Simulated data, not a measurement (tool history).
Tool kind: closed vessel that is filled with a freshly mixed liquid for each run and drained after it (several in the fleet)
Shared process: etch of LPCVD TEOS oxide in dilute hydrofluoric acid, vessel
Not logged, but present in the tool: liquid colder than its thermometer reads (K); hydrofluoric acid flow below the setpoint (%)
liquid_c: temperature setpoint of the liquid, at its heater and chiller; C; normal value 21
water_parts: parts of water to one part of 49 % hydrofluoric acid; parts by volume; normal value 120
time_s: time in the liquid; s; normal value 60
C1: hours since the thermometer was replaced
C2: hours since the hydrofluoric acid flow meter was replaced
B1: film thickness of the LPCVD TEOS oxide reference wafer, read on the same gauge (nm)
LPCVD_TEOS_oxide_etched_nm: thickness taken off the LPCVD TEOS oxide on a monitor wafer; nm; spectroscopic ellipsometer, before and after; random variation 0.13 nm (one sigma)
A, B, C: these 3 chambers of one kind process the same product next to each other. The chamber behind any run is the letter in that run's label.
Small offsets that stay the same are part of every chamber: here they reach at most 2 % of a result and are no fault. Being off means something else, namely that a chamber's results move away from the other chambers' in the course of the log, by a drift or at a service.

{"run": "1B", "hour": 8.6, "liquid_c": 21, "water_parts": 120, "time_s": 60, "C1": 1261.9, "C2": 1154.3, "B1": 39.994, "LPCVD_TEOS_oxide_etched_nm": 19.088}
{"run": "2A", "hour": 14.6, "liquid_c": 21, "water_parts": 120, "time_s": 60, "C1": 697.5, "C2": 499.2, "B1": 39.959, "LPCVD_TEOS_oxide_etched_nm": 19.453}
{"run": "3C", "hour": 26.5, "liquid_c": 21, "water_parts": 120, "time_s": 60, "C1": 1210.5, "C2": 356.5, "B1": 39.967, "LPCVD_TEOS_oxide_etched_nm": 19.315}
{"run": "4C", "hour": 37.2, "liquid_c": 21, "water_parts": 120, "time_s": 60, "C1": 1221.2, "C2": 367.2, "B1": 40.005, "LPCVD_TEOS_oxide_etched_nm": 19.23}
{"run": "5A", "hour": 42.6, "liquid_c": 21, "water_parts": 120, "time_s": 60, "C1": 725.5, "C2": 527.2, "B1": 39.996, "LPCVD_TEOS_oxide_etched_nm": 19.332}
{"run": "6B", "hour": 52.5, "liquid_c": 21, "water_parts": 120, "time_s": 60, "C1": 1305.8, "C2": 1198.2, "B1": 40.019, "LPCVD_TEOS_oxide_etched_nm": 19.033}
{"run": "7A", "hour": 60.3, "liquid_c": 23.5, "water_parts": 120, "time_s": 60, "C1": 743.2, "C2": 544.9, "B1": 39.949, "LPCVD_TEOS_oxide_etched_nm": 21.313}
{"run": "8B", "hour": 67.4, "liquid_c": 23.5, "water_parts": 120, "time_s": 60, "C1": 1320.7, "C2": 1213.1, "B1": 40.015, "LPCVD_TEOS_oxide_etched_nm": 20.866}
{"run": "9C", "hour": 78.7, "liquid_c": 23.5, "water_parts": 120, "time_s": 60, "C1": 1262.7, "C2": 408.7, "B1": 39.988, "LPCVD_TEOS_oxide_etched_nm": 21.337}
{"run": "10A", "hour": 85.8, "liquid_c": 21, "water_parts": 120, "time_s": 60, "C1": 768.7, "C2": 570.4, "B1": 40.024, "LPCVD_TEOS_oxide_etched_nm": 19.27}
{"run": "11B", "hour": 92.8, "liquid_c": 21, "water_parts": 120, "time_s": 60, "C1": 1346.1, "C2": 1238.5, "B1": 39.989, "LPCVD_TEOS_oxide_etched_nm": 18.916}
{"run": "12C", "hour": 100.5, "liquid_c": 21, "water_parts": 120, "time_s": 60, "C1": 1284.5, "C2": 430.5, "B1": 39.999, "LPCVD_TEOS_oxide_etched_nm": 19.209}
{"run": "13B", "hour": 108.1, "liquid_c": 21, "water_parts": 120, "time_s": 60, "C1": 1361.4, "C2": 1253.8, "B1": 40.018, "LPCVD_TEOS_oxide_etched_nm": 18.637}
{"run": "14A", "hour": 115.4, "liquid_c": 21, "water_parts": 120, "time_s": 60, "C1": 798.3, "C2": 600, "B1": 40.021, "LPCVD_TEOS_oxide_etched_nm": 19.299}
{"run": "15C", "hour": 124.5, "liquid_c": 21, "water_parts": 120, "time_s": 60, "C1": 1308.5, "C2": 454.5, "B1": 40.024, "LPCVD_TEOS_oxide_etched_nm": 19.318}
{"run": "16C", "hour": 131.5, "liquid_c": 21, "water_parts": 120, "time_s": 60, "C1": 1315.5, "C2": 461.5, "B1": 39.994, "LPCVD_TEOS_oxide_etched_nm": 19.334}
{"run": "17B", "hour": 141.1, "liquid_c": 21, "water_parts": 120, "time_s": 60, "C1": 1394.4, "C2": 1286.8, "B1": 39.979, "LPCVD_TEOS_oxide_etched_nm": 18.28}
{"run": "18A", "hour": 150.0, "liquid_c": 21, "water_parts": 120, "time_s": 60, "C1": 832.9, "C2": 634.6, "B1": 40.054, "LPCVD_TEOS_oxide_etched_nm": 19.085}
{"hour": 156.7, "done": "chamber C: hydrofluoric acid flow meter replaced"}
{"run": "19A", "hour": 157.4, "liquid_c": 21, "water_parts": 120, "time_s": 60, "C1": 840.3, "C2": 642, "B1": 40.007, "LPCVD_TEOS_oxide_etched_nm": 19.341}
{"run": "20C", "hour": 166.7, "liquid_c": 21, "water_parts": 120, "time_s": 60, "C1": 1350.7, "C2": 10.1, "B1": 39.983, "LPCVD_TEOS_oxide_etched_nm": 19.414}
{"hour": 170.8, "done": "chamber B: hydrofluoric acid flow meter replaced"}
{"run": "21B", "hour": 178.2, "liquid_c": 17, "water_parts": 120, "time_s": 40, "C1": 1431.5, "C2": 7.4, "B1": 40.015, "LPCVD_TEOS_oxide_etched_nm": 10.357}
{"run": "22B", "hour": 187.9, "liquid_c": 17, "water_parts": 120, "time_s": 40, "C1": 1441.2, "C2": 17.1, "B1": 40.003, "LPCVD_TEOS_oxide_etched_nm": 10.158}
{"run": "23A", "hour": 197.8, "liquid_c": 17, "water_parts": 120, "time_s": 40, "C1": 880.7, "C2": 682.4, "B1": 39.971, "LPCVD_TEOS_oxide_etched_nm": 10.913}
{"run": "24C", "hour": 205.0, "liquid_c": 21, "water_parts": 120, "time_s": 60, "C1": 1389, "C2": 48.4, "B1": 40.057, "LPCVD_TEOS_oxide_etched_nm": 19.205}
{"run": "25A", "hour": 213.5, "liquid_c": 21, "water_parts": 120, "time_s": 60, "C1": 896.4, "C2": 698.1, "B1": 40.019, "LPCVD_TEOS_oxide_etched_nm": 19.273}
{"run": "26C", "hour": 225.2, "liquid_c": 21, "water_parts": 120, "time_s": 60, "C1": 1409.2, "C2": 68.6, "B1": 39.997, "LPCVD_TEOS_oxide_etched_nm": 19.297}

Next, all 3 chambers run the settings below, one line each with question marks for the results. What does each chamber give?
{"run": "27A", "hour": 234.2, "liquid_c": 21, "water_parts": 120, "time_s": 35, "LPCVD_TEOS_oxide_etched_nm": "?"}
{"run": "27B", "hour": 234.2, "liquid_c": 21, "water_parts": 120, "time_s": 35, "LPCVD_TEOS_oxide_etched_nm": "?"}
{"run": "27C", "hour": 234.2, "liquid_c": 21, "water_parts": 120, "time_s": 35, "LPCVD_TEOS_oxide_etched_nm": "?"}

run=27A LPCVD_TEOS_oxide_etched_nm=11.327
run=27B LPCVD_TEOS_oxide_etched_nm=10.163
run=27C LPCVD_TEOS_oxide_etched_nm=11.239

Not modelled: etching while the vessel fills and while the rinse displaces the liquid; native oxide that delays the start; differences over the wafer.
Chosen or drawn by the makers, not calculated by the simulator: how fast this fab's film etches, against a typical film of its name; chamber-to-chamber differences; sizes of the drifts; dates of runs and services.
